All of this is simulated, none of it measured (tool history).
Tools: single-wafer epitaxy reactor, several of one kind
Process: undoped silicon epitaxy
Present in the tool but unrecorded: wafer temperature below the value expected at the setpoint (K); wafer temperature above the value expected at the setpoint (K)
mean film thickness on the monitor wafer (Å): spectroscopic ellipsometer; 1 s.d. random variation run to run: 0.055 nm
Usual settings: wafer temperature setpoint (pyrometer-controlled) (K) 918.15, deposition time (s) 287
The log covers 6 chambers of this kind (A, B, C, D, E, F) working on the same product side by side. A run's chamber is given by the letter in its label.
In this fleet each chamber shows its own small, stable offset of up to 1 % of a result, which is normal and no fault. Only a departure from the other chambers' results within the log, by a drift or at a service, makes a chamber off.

run   hour  wafer temperature setpoint (pyrometer-controlled) (K)  deposition time (s)  hours since the last pyrometer calibration  read-back reference wafer on the same gauge, thickness_nm  mean film thickness on the monitor wafer (Å)
 1D   13.4                                                 918.15                  287                                      1054.6                                                     39.289                                        429.37
 2B   27.7                                                 918.15                  287                                       335.1                                                     39.295                                        429.72
 3C   36.1                                                 918.15                  287                                      1959.6                                                     39.284                                        433.87
 4A   49.3                                                 918.15                  287                                       189.1                                                     39.276                                        433.83
 5E   62.8                                                 918.15                  287                                       854.8                                                     39.287                                        436.30
 6F   77.5                                                 911.15                  246                                       406.9                                                     39.280                                        316.03
 7A   91.3                                                 911.15                  246                                       231.1                                                     39.266                                        317.28
 8D  107.1                                                 911.15                  246                                      1148.3                                                     39.269                                        315.79
 9B  115.9                                                 911.15                  246                                       423.3                                                     39.240                                        315.66
10C  127.1                                                 911.15                  246                                      2050.6                                                     39.249                                        317.62
11F  139.6                                                 911.15                  246                                       469.0                                                     39.241                                        316.57
12E  148.8                                                 918.15                  287                                       940.8                                                     39.256                                        434.58
13A  163.0                                                 918.15                  287                                       302.8                                                     39.238                                        433.13
14B  170.5                                                 918.15                  287                                       477.9                                                     39.226                                        429.96
15F  185.2                                                 918.15                  287                                       514.6                                                     39.224                                        431.59
16D  199.4                                                 918.15                  287                                      1240.6                                                     39.230                                        428.77
17C  211.8                                                 918.15                  287                                      2135.3                                                     39.217                                        433.07
18E  223.4                                                 918.15                  287                                      1015.4                                                     39.213                                        434.83
19E  235.9                                                 918.15                  287                                      1027.9                                                     39.215                                        435.09
20F  246.4                                                 918.15                  287                                       575.8                                                     39.210                                        430.91
21B  257.4                                                 918.15                  287                                       564.8                                                     39.201                                        429.18
22A  267.1                                                 918.15                  287                                       406.9                                                     39.214                                        431.51
23D  276.5                                                 918.15                  287                                      1317.7                                                     39.192                                        427.03
24C  291.3                                                 918.15                  287                                      2214.8                                                     39.185                                        433.60
25C  306.5                                                 918.15                  287                                      2230.0                                                     39.170                                        431.97
     309.0  -- chamber E: pyrometer calibrated
26A  322.1                                                 918.15                  287                                       461.9                                                     39.184                                        432.20
27F  329.7                                                 918.15                  287                                       659.1                                                     39.165                                        430.28
28B  339.4                                                 918.15                  246                                       646.8                                                     39.172                                        367.27
29E  347.7                                                 918.15                  246                                        38.8                                                     39.176                                        372.28
30D  362.1                                                 918.15                  246                                      1403.3                                                     39.176                                        366.92
31E  375.6                                                 918.15                  246                                        66.7                                                     39.170                                        371.25
32D  388.9                                                 918.15                  246                                      1430.1                                                     39.155                                        367.46
33F  402.9                                                 918.15                  246                                       732.3                                                     39.151                                        368.92
34C  416.2                                                 918.15                  287                                      2339.7                                                     39.147                                        432.31
35B  427.9                                                 910.15                  242                                       735.3                                                     39.159                                        303.02
36A  438.5                                                 910.15                  242                                       578.3                                                     39.130                                        304.42
37B  449.9                                                 910.15                  242                                       757.3                                                     39.137                                        303.45
38C  465.1                                                 910.15                  242                                      2388.6                                                     39.142                                        305.50
39E  479.1                                                 910.15                  242                                       170.2                                                     39.140                                        305.34
40F  492.1                                                 910.15                  242                                       821.5                                                     39.113                                        302.95
41A  502.1                                                 918.15                  287                                       641.9                                                     39.118                                        431.16
42D  517.4                                                 918.15                  264                                      1558.6                                                     39.103                                        394.20
43E  524.8                                                 918.15                  264                                       215.9                                                     39.100                                        398.95
44F  535.7                                                 918.15                  264                                       865.1                                                     39.110                                        394.60

One chamber off, gauge drift, or nothing amiss beyond the chambers' own small offsets? If it is a chamber, which one, and what is the likeliest cause?

Every chamber seems to shift together because the gauge that measures them all drifts; the chambers themselves are fine.
What lies behind it: gauge reads low (%) = 0.516.
